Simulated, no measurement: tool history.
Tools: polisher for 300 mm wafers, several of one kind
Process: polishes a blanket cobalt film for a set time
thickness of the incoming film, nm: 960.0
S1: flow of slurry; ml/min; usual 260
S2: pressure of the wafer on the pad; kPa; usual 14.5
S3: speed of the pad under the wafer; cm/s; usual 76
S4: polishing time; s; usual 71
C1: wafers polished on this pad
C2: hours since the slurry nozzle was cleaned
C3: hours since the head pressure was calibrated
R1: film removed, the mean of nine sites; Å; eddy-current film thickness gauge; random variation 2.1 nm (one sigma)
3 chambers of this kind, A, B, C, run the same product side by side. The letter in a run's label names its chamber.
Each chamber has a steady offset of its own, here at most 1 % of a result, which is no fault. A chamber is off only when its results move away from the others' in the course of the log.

run 1C hour=13.1 | S1=260 S2=14.5 S3=76 S4=71 | C1=224 C2=307.1 C3=296.5 | R1=2711.4
run 2A hour=26.2 | S1=260 S2=14.5 S3=76 S4=71 | C1=407 C2=88.4 C3=954.5 | R1=2633.5
-- hour=29.8 chamber B: worn pad replaced by a new one
run 3B hour=40.5 | S1=260 S2=14.5 S3=76 S4=71 | C1=82 C2=259.7 C3=694.1 | R1=2629.0
run 4A hour=51.1 | S1=260 S2=14.5 S3=76 S4=71 | C1=597 C2=113.3 C3=979.4 | R1=2657.5
run 5B hour=58.6 | S1=260 S2=14.5 S3=76 S4=71 | C1=220 C2=277.8 C3=712.2 | R1=2636.0
-- hour=59.5 chamber C: worn pad replaced by a new one
run 6C hour=65.8 | S1=260 S2=14.5 S3=76 S4=71 | C1=48 C2=359.8 C3=349.2 | R1=2648.4
run 7C hour=78.6 | S1=260 S2=14.5 S3=76 S4=71 | C1=146 C2=372.6 C3=362.0 | R1=2677.1
-- hour=84.1 chamber A: worn pad replaced by a new one
run 8A hour=92.7 | S1=260 S2=14.5 S3=76 S4=71 | C1=65 C2=154.9 C3=1021.0 | R1=2669.1
run 9B hour=100.7 | S1=260 S2=14.5 S3=76 S4=71 | C1=541 C2=319.9 C3=754.3 | R1=2633.7
run 10A hour=111.8 | S1=260 S2=14.5 S3=76 S4=71 | C1=211 C2=174.0 C3=1040.1 | R1=2626.2
run 11C hour=119.5 | S1=260 S2=14.5 S3=76 S4=71 | C1=458 C2=413.5 C3=402.9 | R1=2707.1
-- hour=127.4 chamber A: head pressure recalibrated
run 12B hour=134.0 | S1=260 S2=14.5 S3=76 S4=71 | C1=795 C2=353.2 C3=787.6 | R1=2625.9
-- hour=136.3 chamber C: worn pad replaced by a new one
run 13A hour=145.1 | S1=260 S2=14.5 S3=76 S4=71 | C1=465 C2=207.3 C3=17.8 | R1=2617.5
run 14C hour=154.4 | S1=260 S2=14.5 S3=76 S4=71 | C1=138 C2=448.4 C3=437.8 | R1=2620.2
-- hour=157.0 chamber B: worn pad replaced by a new one
run 15B hour=162.9 | S1=260 S2=14.5 S3=76 S4=71 | C1=45 C2=382.1 C3=816.5 | R1=2616.9
run 16C hour=173.8 | S1=260 S2=14.5 S3=76 S4=71 | C1=286 C2=467.8 C3=457.2 | R1=2673.8
run 17A hour=185.7 | S1=260 S2=14.5 S3=76 S4=71 | C1=775 C2=247.9 C3=58.4 | R1=2659.5
-- hour=185.8 chamber A: worn pad replaced by a new one
run 18B hour=193.6 | S1=260 S2=14.5 S3=76 S4=71 | C1=279 C2=412.8 C3=847.2 | R1=2644.7
run 19C hour=201.8 | S1=260 S2=14.5 S3=76 S4=71 | C1=500 C2=495.8 C3=485.2 | R1=2664.3
run 20A hour=214.9 | S1=260 S2=14.5 S3=76 S4=71 | C1=222 C2=277.1 C3=87.6 | R1=2651.8
-- hour=221.6 chamber C: worn pad replaced by a new one
run 21B hour=228.6 | S1=305 S2=14.5 S3=76 S4=93 | C1=546 C2=447.8 C3=882.2 | R1=3475.4
run 22B hour=239.2 | S1=305 S2=14.5 S3=76 S4=93 | C1=627 C2=458.4 C3=892.8 | R1=3546.8
run 23C hour=253.1 | S1=305 S2=14.5 S3=76 S4=93 | C1=240 C2=547.1 C3=536.5 | R1=3588.0

Next, every chamber runs the same settings. What will each give?
run 24A hour=264.0 | S1=260 S2=14.5 S3=76 S4=71 | R1=?
run 24B hour=264.0 | S1=260 S2=14.5 S3=76 S4=71 | R1=?
run 24C hour=264.0 | S1=260 S2=14.5 S3=76 S4=71 | R1=?

run=24A R1=2663.8
run=24B R1=2647.5
run=24C R1=2657.5
